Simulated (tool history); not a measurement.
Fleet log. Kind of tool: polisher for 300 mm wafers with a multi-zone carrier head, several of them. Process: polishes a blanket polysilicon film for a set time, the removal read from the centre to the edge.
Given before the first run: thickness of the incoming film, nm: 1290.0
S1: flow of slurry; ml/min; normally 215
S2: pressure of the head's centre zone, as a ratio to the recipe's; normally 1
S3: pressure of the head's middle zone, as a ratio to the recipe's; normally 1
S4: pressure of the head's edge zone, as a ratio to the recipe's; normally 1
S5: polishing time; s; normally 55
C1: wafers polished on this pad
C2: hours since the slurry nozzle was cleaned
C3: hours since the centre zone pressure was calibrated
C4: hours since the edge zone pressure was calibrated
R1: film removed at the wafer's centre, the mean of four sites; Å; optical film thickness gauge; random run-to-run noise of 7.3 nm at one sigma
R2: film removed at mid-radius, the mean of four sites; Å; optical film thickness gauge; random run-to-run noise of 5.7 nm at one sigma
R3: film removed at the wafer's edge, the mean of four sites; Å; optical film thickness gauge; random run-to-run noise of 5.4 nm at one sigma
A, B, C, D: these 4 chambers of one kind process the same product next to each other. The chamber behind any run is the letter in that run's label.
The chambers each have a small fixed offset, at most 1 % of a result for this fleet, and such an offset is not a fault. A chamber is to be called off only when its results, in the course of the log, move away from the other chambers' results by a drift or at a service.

run   hour   S1    S2    S3    S4  S5    C1     C2     C3      C4      R1      R2      R3
       4.5  -- chamber C: worn pad replaced by a new one
       6.9  -- chamber B: worn pad replaced by a new one
 1D    7.9  215     1     1     1  55  1030  106.2     89   461.2  4970.1  4975.2  4893.4
 2C   13.2  215     1     1     1  55    77  193.3  100.7   994.2  4951.9  4912.3  4878.7
 3B   18.5  215     1     1     1  55   102   65.4  107.5   339.6  4905.3    4934  4981.9
 4A   25.6  215     1     1     1  55   573  188.8  601.3   397.3  4888.5  4930.9    4979
 5A   32.3  215     1     1     1  55   632  195.5    608     404  4873.7  4915.8  4912.7
 6B   36.2  215     1     1     1  55   258   83.1  125.2   357.3  4955.2    4877  5029.1
 7D   44.3  215     1     1     1  55  1351  142.6  125.4   497.6  4745.6  4880.7  4913.6
        45  -- chamber D: worn pad replaced by a new one
 8C     52  215     1     1     1  55   418  232.1  139.5    1033  4903.4  4895.7  4947.5
 9B   60.1  215     1     1     1  55   468    107  149.1   381.2  4825.3  4945.1  4909.2
10C   64.1  215     1     1     1  55   524  244.2  151.6  1045.1  4983.6  4896.2  4921.2
      71.6  -- chamber B: worn pad replaced by a new one
11A     72  215  0.93     1  1.11  55   981  235.2  647.7   443.7  4559.9  4894.5  5281.7
12D   79.3  215  0.93     1  1.11  55   302  177.6  160.4   532.6  4634.2  4979.8  5127.5
      82.2  -- chamber A: worn pad replaced by a new one
13A   83.3  215  0.93     1  1.11  55    10  246.5    659     455  4583.9  5028.7  5098.3
14D   89.5  215  0.93     1  1.11  55   391  187.8  170.6   542.8  4467.9  4888.8    5189
15C   93.6  215     1     1     1  55   784  273.7  181.1  1074.6  5025.3  4905.2  4908.8
16B    100  215     1     1     1  55   250  146.9    189   421.1  4880.7  4813.8  4950.1
17B  105.9  215     1     1     1  55   302  152.8  194.9     427  4844.4  4814.1  4945.4
18C  109.5  215     1     1     1  55   924  289.6    197  1090.5  4869.2  4808.2  4959.9
19D  115.6  215     1     1     1  55   621  213.9  196.7   568.9  4744.4  4997.2  4898.4
20A  120.3  215     1     1     1  55   335  283.5    696     492  4824.5    4936  4985.4
     123.4  -- chamber C: worn pad replaced by a new one
21A    128  215     1     1     1  55   403  291.2  703.7   499.7  4913.2  4945.8  4991.1
22B  132.2  215     1     1     1  55   533  179.1  221.2   453.3  4862.5  4812.1  4892.4
     133.8  -- chamber B: worn pad replaced by a new one
     135.8  -- chamber C: slurry nozzle cleaned
23D  136.3  215     1  0.89     1  70   803  234.6  217.4   589.6  6195.8  5516.5  6131.9
24C  142.3  215     1  0.89     1  70   166    6.5  229.8  1123.3  6188.5  5637.9  6294.4
25B  150.5  215     1  0.89     1  70   147  197.4  239.5   471.6    6178  5581.9  6386.3
26C  156.7  215     1  0.89     1  70   293   20.9  244.2  1137.7  6150.4  5501.9  6277.9

Predict what each chamber gives when all 4 of them run the settings below next.
27A  162.7  215  1.06   1   1  55                   ?   ?   ?
27B  162.7  215  1.06   1   1  55                   ?   ?   ?
27C  162.7  215  1.06   1   1  55                   ?   ?   ?
27D  162.7  215  1.06   1   1  55                   ?   ?   ?

run      R1      R2      R3
27A  5223.3  4939.7  4922.6
27B  5174.2  5000.5  4913.2
27C  5195.9  4812.3  4963.5
27D  5231.3  4848.9  4821.3
